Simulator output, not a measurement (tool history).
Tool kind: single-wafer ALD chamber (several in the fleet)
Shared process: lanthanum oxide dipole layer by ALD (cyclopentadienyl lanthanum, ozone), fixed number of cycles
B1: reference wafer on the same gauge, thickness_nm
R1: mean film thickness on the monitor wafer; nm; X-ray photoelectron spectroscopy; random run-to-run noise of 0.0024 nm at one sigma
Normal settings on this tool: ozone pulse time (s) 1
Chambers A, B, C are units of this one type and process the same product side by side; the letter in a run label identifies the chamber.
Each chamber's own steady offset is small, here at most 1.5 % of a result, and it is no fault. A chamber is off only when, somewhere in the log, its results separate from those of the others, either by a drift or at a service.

{"run": "1C", "day": 0.475, "ozone pulse time (s)": 1, "B1": 0.54725, "R1": 0.49543}
{"run": "2A", "day": 0.938, "ozone pulse time (s)": 1, "B1": 0.54673, "R1": 0.49774}
{"run": "3B", "day": 1.512, "ozone pulse time (s)": 1, "B1": 0.54596, "R1": 0.49529}
{"run": "4C", "day": 2.171, "ozone pulse time (s)": 1, "B1": 0.5473, "R1": 0.49299}
{"run": "5B", "day": 2.617, "ozone pulse time (s)": 1, "B1": 0.54719, "R1": 0.49303}
{"day": 2.833, "done": "chamber A: ozone generator serviced"}
{"run": "6A", "day": 3.092, "ozone pulse time (s)": 1, "B1": 0.54632, "R1": 0.49763}
{"run": "7B", "day": 3.617, "ozone pulse time (s)": 1, "B1": 0.54739, "R1": 0.48984}
{"run": "8C", "day": 4.1, "ozone pulse time (s)": 0.81, "B1": 0.54721, "R1": 0.46501}
{"run": "9A", "day": 4.546, "ozone pulse time (s)": 0.81, "B1": 0.54767, "R1": 0.46076}
{"run": "10C", "day": 4.883, "ozone pulse time (s)": 0.81, "B1": 0.547, "R1": 0.45759}
{"run": "11A", "day": 5.5, "ozone pulse time (s)": 1, "B1": 0.54727, "R1": 0.49441}
{"run": "12B", "day": 6.15, "ozone pulse time (s)": 1, "B1": 0.54661, "R1": 0.49021}
{"day": 6.433, "done": "chamber C: thermocouple changed; heater temperature recalibrated"}
{"run": "13C", "day": 6.471, "ozone pulse time (s)": 1, "B1": 0.54674, "R1": 0.49442}
{"run": "14A", "day": 7.133, "ozone pulse time (s)": 1, "B1": 0.54721, "R1": 0.50036}
{"run": "15B", "day": 7.629, "ozone pulse time (s)": 1, "B1": 0.54696, "R1": 0.4957}
{"run": "16A", "day": 8.079, "ozone pulse time (s)": 1.38, "B1": 0.54676, "R1": 0.54152}
{"run": "17B", "day": 8.475, "ozone pulse time (s)": 1.38, "B1": 0.5465, "R1": 0.53109}
{"run": "18C", "day": 8.929, "ozone pulse time (s)": 1.38, "B1": 0.54688, "R1": 0.5383}
{"run": "19A", "day": 9.4, "ozone pulse time (s)": 0.77, "B1": 0.54784, "R1": 0.45463}
{"run": "20B", "day": 9.962, "ozone pulse time (s)": 0.77, "B1": 0.54744, "R1": 0.44829}
{"run": "21C", "day": 10.6, "ozone pulse time (s)": 0.77, "B1": 0.54678, "R1": 0.45102}
{"run": "22C", "day": 11.025, "ozone pulse time (s)": 1.16, "B1": 0.54718, "R1": 0.51704}
{"run": "23A", "day": 11.408, "ozone pulse time (s)": 1.16, "B1": 0.54711, "R1": 0.51674}
{"run": "24B", "day": 12.075, "ozone pulse time (s)": 1.16, "B1": 0.54697, "R1": 0.51616}
{"run": "25A", "day": 12.458, "ozone pulse time (s)": 1.3, "B1": 0.5466, "R1": 0.53617}
{"run": "26B", "day": 12.904, "ozone pulse time (s)": 1.3, "B1": 0.54712, "R1": 0.52637}
{"run": "27C", "day": 13.533, "ozone pulse time (s)": 1.3, "B1": 0.5471, "R1": 0.52955}
{"run": "28C", "day": 14.112, "ozone pulse time (s)": 1, "B1": 0.54696, "R1": 0.4959}
{"run": "29A", "day": 14.517, "ozone pulse time (s)": 1, "B1": 0.54665, "R1": 0.49916}
{"run": "30B", "day": 15.038, "ozone pulse time (s)": 1, "B1": 0.54644, "R1": 0.48754}
{"run": "31B", "day": 15.4, "ozone pulse time (s)": 1, "B1": 0.54684, "R1": 0.49668}
{"run": "32A", "day": 16.067, "ozone pulse time (s)": 1, "B1": 0.54705, "R1": 0.49634}
{"run": "33C", "day": 16.362, "ozone pulse time (s)": 1, "B1": 0.54633, "R1": 0.49699}
{"run": "34B", "day": 16.75, "ozone pulse time (s)": 1, "B1": 0.54615, "R1": 0.49195}
{"run": "35C", "day": 17.058, "ozone pulse time (s)": 1, "B1": 0.54677, "R1": 0.49338}
{"run": "36A", "day": 17.617, "ozone pulse time (s)": 0.7, "B1": 0.54736, "R1": 0.43384}

Is one chamber off against the others, does the gauge drift, or is nothing wrong? If a chamber is off, say which, and what the likeliest cause is.

Beyond each chamber's small constant offset nothing stands out, and the gauge stays steady.

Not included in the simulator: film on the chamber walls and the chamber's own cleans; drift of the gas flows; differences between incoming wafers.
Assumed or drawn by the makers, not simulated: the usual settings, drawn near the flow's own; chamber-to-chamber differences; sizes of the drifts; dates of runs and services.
